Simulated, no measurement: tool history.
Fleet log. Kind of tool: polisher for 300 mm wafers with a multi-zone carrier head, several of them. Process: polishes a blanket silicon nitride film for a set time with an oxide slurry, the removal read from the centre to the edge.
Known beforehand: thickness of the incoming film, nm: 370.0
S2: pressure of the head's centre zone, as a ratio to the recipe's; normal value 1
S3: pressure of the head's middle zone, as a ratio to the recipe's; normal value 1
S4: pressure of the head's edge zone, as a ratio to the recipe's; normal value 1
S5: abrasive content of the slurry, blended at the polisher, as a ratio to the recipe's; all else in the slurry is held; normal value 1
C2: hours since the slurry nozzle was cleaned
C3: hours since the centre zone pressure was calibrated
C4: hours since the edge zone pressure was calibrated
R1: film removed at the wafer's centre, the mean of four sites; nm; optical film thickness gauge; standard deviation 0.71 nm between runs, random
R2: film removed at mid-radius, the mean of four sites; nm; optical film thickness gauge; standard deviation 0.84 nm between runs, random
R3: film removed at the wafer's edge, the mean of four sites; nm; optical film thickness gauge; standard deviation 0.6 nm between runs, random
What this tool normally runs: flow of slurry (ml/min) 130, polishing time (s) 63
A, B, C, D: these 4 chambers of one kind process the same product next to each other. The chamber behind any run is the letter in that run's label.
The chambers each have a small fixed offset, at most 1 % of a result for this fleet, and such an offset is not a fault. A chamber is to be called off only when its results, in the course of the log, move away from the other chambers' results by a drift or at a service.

-- day=0.058 chamber A: worn pad replaced by a new one
run 1D day=0.529 | flow_of_slurry_(ml/min)=130 S2=1 S3=1 S4=1 S5=1 polishing_time_(s)=63 | wafers_polished_on_this_pad=194 C2=134.8 C3=1389.7 C4=842.3 | R1=62.378 R2=61.865 R3=61.525
-- day=0.938 chamber B: worn pad replaced by a new one
run 2A day=1.129 | flow_of_slurry_(ml/min)=130 S2=1 S3=1 S4=1 S5=1 polishing_time_(s)=63 | wafers_polished_on_this_pad=227 C2=108.3 C3=468.2 C4=324.5 | R1=62.410 R2=64.055 R3=61.774
-- day=1.450 chamber A: centre zone pressure recalibrated
run 3C day=1.738 | flow_of_slurry_(ml/min)=130 S2=1 S3=1 S4=1 S5=1 polishing_time_(s)=63 | wafers_polished_on_this_pad=795 C2=554.3 C3=530.2 C4=647.2 | R1=61.452 R2=62.975 R3=62.550
run 4B day=2.008 | flow_of_slurry_(ml/min)=130 S2=1 S3=1 S4=1 S5=1 polishing_time_(s)=63 | wafers_polished_on_this_pad=227 C2=630.1 C3=107.9 C4=220.4 | R1=61.912 R2=62.305 R3=62.092
run 5A day=2.433 | flow_of_slurry_(ml/min)=130 S2=1 S3=1 S4=1 S5=1 polishing_time_(s)=63 | wafers_polished_on_this_pad=502 C2=139.6 C3=23.6 C4=355.8 | R1=61.843 R2=62.330 R3=62.753
-- day=2.496 chamber A: worn pad replaced by a new one
-- day=2.617 chamber C: worn pad replaced by a new one
run 6C day=2.733 | flow_of_slurry_(ml/min)=130 S2=1 S3=1 S4=1 S5=1 polishing_time_(s)=63 | wafers_polished_on_this_pad=25 C2=578.2 C3=554.1 C4=671.1 | R1=63.309 R2=61.443 R3=63.306
-- day=3.029 chamber C: slurry nozzle cleaned
run 7B day=3.200 | flow_of_slurry_(ml/min)=130 S2=1 S3=1 S4=1 S5=1 polishing_time_(s)=63 | wafers_polished_on_this_pad=479 C2=658.7 C3=136.5 C4=249.0 | R1=61.424 R2=63.309 R3=62.512
-- day=3.554 chamber B: worn pad replaced by a new one
run 8D day=3.558 | flow_of_slurry_(ml/min)=130 S2=1 S3=1 S4=1 S5=1 polishing_time_(s)=63 | wafers_polished_on_this_pad=835 C2=207.5 C3=1462.4 C4=915.0 | R1=63.016 R2=61.178 R3=62.623
-- day=3.767 chamber D: worn pad replaced by a new one
run 9D day=4.158 | flow_of_slurry_(ml/min)=130 S2=1 S3=1 S4=1 S5=1 polishing_time_(s)=63 | wafers_polished_on_this_pad=83 C2=221.9 C3=1476.8 C4=929.4 | R1=62.143 R2=64.129 R3=61.865
run 10A day=4.662 | flow_of_slurry_(ml/min)=130 S2=1 S3=1 S4=1 S5=1 polishing_time_(s)=63 | wafers_polished_on_this_pad=458 C2=193.1 C3=77.1 C4=409.3 | R1=63.063 R2=64.015 R3=63.475
-- day=4.675 chamber B: slurry nozzle cleaned
run 11B day=4.979 | flow_of_slurry_(ml/min)=130 S2=1 S3=1 S4=1 S5=1 polishing_time_(s)=63 | wafers_polished_on_this_pad=301 C2=7.3 C3=179.2 C4=291.7 | R1=61.070 R2=62.832 R3=61.693
run 12C day=5.433 | flow_of_slurry_(ml/min)=130 S2=1 S3=1 S4=1 S5=1 polishing_time_(s)=63 | wafers_polished_on_this_pad=596 C2=57.7 C3=618.9 C4=735.9 | R1=63.452 R2=63.437 R3=63.504
-- day=5.546 chamber A: worn pad replaced by a new one
-- day=5.604 chamber D: centre zone pressure recalibrated
run 13C day=5.717 | flow_of_slurry_(ml/min)=130 S2=1 S3=1 S4=1 S5=1 polishing_time_(s)=63 | wafers_polished_on_this_pad=656 C2=64.5 C3=625.7 C4=742.7 | R1=65.477 R2=61.893 R3=61.796
run 14A day=6.067 | flow_of_slurry_(ml/min)=130 S2=1 S3=1 S4=1 S5=1 polishing_time_(s)=63 | wafers_polished_on_this_pad=110 C2=226.8 C3=110.8 C4=443.0 | R1=61.276 R2=61.960 R3=62.708
run 15D day=6.650 | flow_of_slurry_(ml/min)=130 S2=1 S3=1 S4=1 S5=1 polishing_time_(s)=63 | wafers_polished_on_this_pad=610 C2=281.7 C3=25.2 C4=989.2 | R1=61.646 R2=60.575 R3=62.872
-- day=6.833 chamber B: worn pad replaced by a new one
run 16B day=7.250 | flow_of_slurry_(ml/min)=130 S2=1 S3=1 S4=1 S5=1 polishing_time_(s)=63 | wafers_polished_on_this_pad=88 C2=61.8 C3=233.7 C4=346.2 | R1=61.446 R2=63.280 R3=63.143
-- day=7.304 chamber C: worn pad replaced by a new one
run 17D day=7.812 | flow_of_slurry_(ml/min)=130 S2=1 S3=1 S4=1 S5=1 polishing_time_(s)=63 | wafers_polished_on_this_pad=856 C2=309.6 C3=53.1 C4=1017.1 | R1=62.084 R2=61.911 R3=61.993
-- day=7.833 chamber D: worn pad replaced by a new one
-- day=8.121 chamber A: worn pad replaced by a new one
run 18A day=8.150 | flow_of_slurry_(ml/min)=130 S2=1 S3=1 S4=1 S5=1 polishing_time_(s)=63 | wafers_polished_on_this_pad=7 C2=276.8 C3=160.8 C4=493.0 | R1=62.091 R2=62.826 R3=62.565
run 19B day=8.525 | flow_of_slurry_(ml/min)=130 S2=1 S3=1 S4=1 S5=1 polishing_time_(s)=63 | wafers_polished_on_this_pad=358 C2=92.4 C3=264.3 C4=376.8 | R1=60.650 R2=62.662 R3=62.618
run 20C day=8.925 | flow_of_slurry_(ml/min)=130 S2=1 S3=1 S4=1 S5=1 polishing_time_(s)=63 | wafers_polished_on_this_pad=343 C2=141.5 C3=702.7 C4=819.7 | R1=65.218 R2=61.409 R3=62.614
-- day=9.279 chamber A: edge zone pressure recalibrated
run 21C day=9.496 | flow_of_slurry_(ml/min)=130 S2=1 S3=1 S4=1 S5=1 polishing_time_(s)=63 | wafers_polished_on_this_pad=463 C2=155.2 C3=716.4 C4=833.4 | R1=64.591 R2=61.698 R3=62.896
-- day=9.729 chamber B: worn pad replaced by a new one
run 22B day=9.912 | flow_of_slurry_(ml/min)=130 S2=1 S3=1 S4=1 S5=1 polishing_time_(s)=63 | wafers_polished_on_this_pad=39 C2=125.7 C3=297.6 C4=410.1 | R1=61.806 R2=61.355 R3=61.986
-- day=10.154 chamber A: slurry nozzle cleaned
run 23D day=10.304 | flow_of_slurry_(ml/min)=130 S2=1 S3=1 S4=1 S5=1 polishing_time_(s)=84 | wafers_polished_on_this_pad=523 C2=369.4 C3=112.9 C4=1076.9 | R1=83.603 R2=83.613 R3=82.472
-- day=10.483 chamber A: worn pad replaced by a new one
run 24A day=10.583 | flow_of_slurry_(ml/min)=130 S2=1 S3=1 S4=1 S5=1 polishing_time_(s)=84 | wafers_polished_on_this_pad=21 C2=10.3 C3=219.2 C4=31.3 | R1=82.668 R2=83.063 R3=83.600
-- day=11.108 chamber D: worn pad replaced by a new one
run 25B day=11.167 | flow_of_slurry_(ml/min)=130 S2=1 S3=1 S4=1 S5=1 polishing_time_(s)=84 | wafers_polished_on_this_pad=304 C2=155.8 C3=327.7 C4=440.2 | R1=82.521 R2=83.102 R3=84.572
run 26C day=11.550 | flow_of_slurry_(ml/min)=130 S2=1 S3=1 S4=1 S5=1 polishing_time_(s)=84 | wafers_polished_on_this_pad=897 C2=204.5 C3=765.7 C4=882.7 | R1=90.560 R2=82.150 R3=83.311
run 27D day=12.079 | flow_of_slurry_(ml/min)=130 S2=1 S3=1 S4=1 S5=1 polishing_time_(s)=63 | wafers_polished_on_this_pad=205 C2=412.0 C3=155.5 C4=1119.5 | R1=62.327 R2=62.170 R3=62.536
run 28A day=12.475 | flow_of_slurry_(ml/min)=130 S2=1 S3=1 S4=1 S5=1 polishing_time_(s)=63 | wafers_polished_on_this_pad=421 C2=55.7 C3=264.6 C4=76.7 | R1=62.994 R2=62.077 R3=63.101
run 29A day=12.771 | flow_of_slurry_(ml/min)=130 S2=1 S3=1 S4=1 S5=1 polishing_time_(s)=63 | wafers_polished_on_this_pad=483 C2=62.8 C3=271.7 C4=83.8 | R1=63.376 R2=61.631 R3=61.730

Next, every chamber runs the same settings. What will each give?
run 30A day=13.212 | flow_of_slurry_(ml/min)=130 S2=1 S3=1 S4=1 S5=1 polishing_time_(s)=63 | R1=? R2=? R3=?
run 30B day=13.212 | flow_of_slurry_(ml/min)=130 S2=1 S3=1 S4=1 S5=1 polishing_time_(s)=63 | R1=? R2=? R3=?
run 30C day=13.212 | flow_of_slurry_(ml/min)=130 S2=1 S3=1 S4=1 S5=1 polishing_time_(s)=63 | R1=? R2=? R3=?
run 30D day=13.212 | flow_of_slurry_(ml/min)=130 S2=1 S3=1 S4=1 S5=1 polishing_time_(s)=63 | R1=? R2=? R3=?

run=30A R1=62.566 R2=62.705 R3=62.059
run=30B R1=61.629 R2=62.639 R3=62.285
run=30C R1=66.450 R2=61.727 R3=63.300
run=30D R1=62.497 R2=61.655 R3=61.983
